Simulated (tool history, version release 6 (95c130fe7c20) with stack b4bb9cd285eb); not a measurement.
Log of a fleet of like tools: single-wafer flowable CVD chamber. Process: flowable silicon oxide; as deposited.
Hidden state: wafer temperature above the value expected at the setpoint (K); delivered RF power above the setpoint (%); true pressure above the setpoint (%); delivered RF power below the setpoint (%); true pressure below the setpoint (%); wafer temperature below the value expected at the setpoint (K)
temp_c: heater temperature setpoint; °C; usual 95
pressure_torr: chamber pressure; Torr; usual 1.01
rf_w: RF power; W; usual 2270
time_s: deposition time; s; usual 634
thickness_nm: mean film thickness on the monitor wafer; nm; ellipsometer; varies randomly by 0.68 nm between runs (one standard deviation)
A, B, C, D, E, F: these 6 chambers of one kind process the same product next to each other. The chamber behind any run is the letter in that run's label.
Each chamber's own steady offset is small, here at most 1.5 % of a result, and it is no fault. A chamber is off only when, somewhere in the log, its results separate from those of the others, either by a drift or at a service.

run,hour,temp_c,pressure_torr,rf_w,time_s,hours since the last thermocouple change,hours since the last RF generator calibration,hours since the last manometer calibration,"read-back reference wafer on the same gauge, thickness_nm",thickness_nm
1B,6.8,95,1.01,2270,634,407.8,195.3,2264.1,544.04,624.33
2C,11.9,95,1.01,2270,634,1257.5,819,889.1,544.04,629.62
3A,22.4,95,1.01,2270,634,1806.6,296.8,733.4,544.22,614.62
4E,27.5,95,1.01,2270,634,1550,577.2,1198.5,544.25,630.04
5D,33.3,95,1.01,2270,634,973.7,443.9,745.3,544.21,628.11
6F,41.4,109,1.01,2135,634,682.3,765.1,2030.2,544.32,384.98
7A,49.3,109,1.01,2135,634,1833.5,323.7,760.3,544.36,380.38
8B,54.9,109,1.01,2135,634,455.9,243.4,2312.2,544.4,386.8
9D,63.9,109,1.01,2135,634,1004.3,474.5,775.9,544.4,391.6
10C,75.5,109,1.01,2135,634,1321.1,882.6,952.7,544.54,389.15
11E,83.7,109,1.01,2135,634,1606.2,633.4,1254.7,544.6,390.43
12F,90.6,95,1.01,2270,634,731.5,814.3,2079.4,544.86,620.48
13B,101.1,102,1.01,2270,534,502.1,289.6,2358.4,544.75,415.64
14A,107.6,102,1.01,2270,534,1891.8,382,818.6,544.79,409.28
15E,117.2,102,1.01,2270,534,1639.7,666.9,1288.2,544.89,420.32
16F,128.8,102,1.01,2270,534,769.7,852.5,2117.6,544.96,413.77
17C,140,102,1.01,2270,534,1385.6,947.1,1017.2,545.22,420.03
18D,148.6,102,1.01,2270,534,1089,559.2,860.6,545.2,420.09
19A,153.7,95,1.01,2270,634,1937.9,428.1,864.7,545.08,615.38
20E,164.1,95,1.01,2270,634,1686.6,713.8,1335.1,545.19,631.27
# hour 166: chamber A: capacitance manometer re-zeroed and calibrated
21F,172.4,104,1.01,2575,634,813.3,896.1,2161.2,545.16,469.43
22D,178.7,104,1.01,2575,634,1119.1,589.3,890.7,545.36,476.47
# hour 182.8: chamber B: capacitance manometer re-zeroed and calibrated
23C,185.3,104,1.01,2575,634,1430.9,992.4,1062.5,545.48,473.41
24B,193.3,104,1.01,2575,634,594.3,381.8,10.6,545.45,471
25B,202.8,104,1.01,2575,634,603.8,391.3,20.1,545.46,470.57
26D,211.4,104,1.01,2575,634,1151.8,622,923.4,545.62,476.73
27C,220.7,95,1.01,2270,634,1466.3,1027.8,1097.9,545.61,630.84
# hour 222.3: chamber E: thermocouple changed; heater temperature recalibrated
28F,231.4,95,1.01,2270,634,872.3,955.1,2220.2,545.55,620.82
29A,238.3,95,1.01,2270,634,2022.5,512.7,72.3,545.87,616.82
30E,244.6,95,1.01,2270,634,22.3,794.3,1415.6,545.88,631.76
31B,254.7,104,1.01,2270,634,655.7,443.2,72,545.71,462.21
32E,265.7,104,1.01,2270,634,43.4,815.4,1436.7,546,467.28
33A,276.6,104,1.01,2270,634,2060.8,551,110.6,545.96,455.55
34D,284,104,1.01,2270,634,1224.4,694.6,996,546.06,466.53
35C,293,104,1.01,2270,634,1538.6,1100.1,1170.2,546.05,466.99
36F,300.1,104,1.01,2270,634,941,1023.8,2288.9,546.3,460.29
37B,306.7,95,1.01,2270,634,707.7,495.2,124,546.34,626.89
38F,314.8,95,1.01,2270,634,955.7,1038.5,2303.6,546.27,623.25
39C,321.3,95,1.01,2270,634,1566.9,1128.4,1198.5,546.38,632.41

Does one chamber stand apart from the rest, does the shared gauge drift, or is all well apart from small per-chamber offsets? Give the chamber and the most likely cause, where there is one.

It is the gauge, not a chamber: its drift shows up in every chamber's results at once, and no chamber is off.
Most likely cause: gauge reads high (%) = 0.449.

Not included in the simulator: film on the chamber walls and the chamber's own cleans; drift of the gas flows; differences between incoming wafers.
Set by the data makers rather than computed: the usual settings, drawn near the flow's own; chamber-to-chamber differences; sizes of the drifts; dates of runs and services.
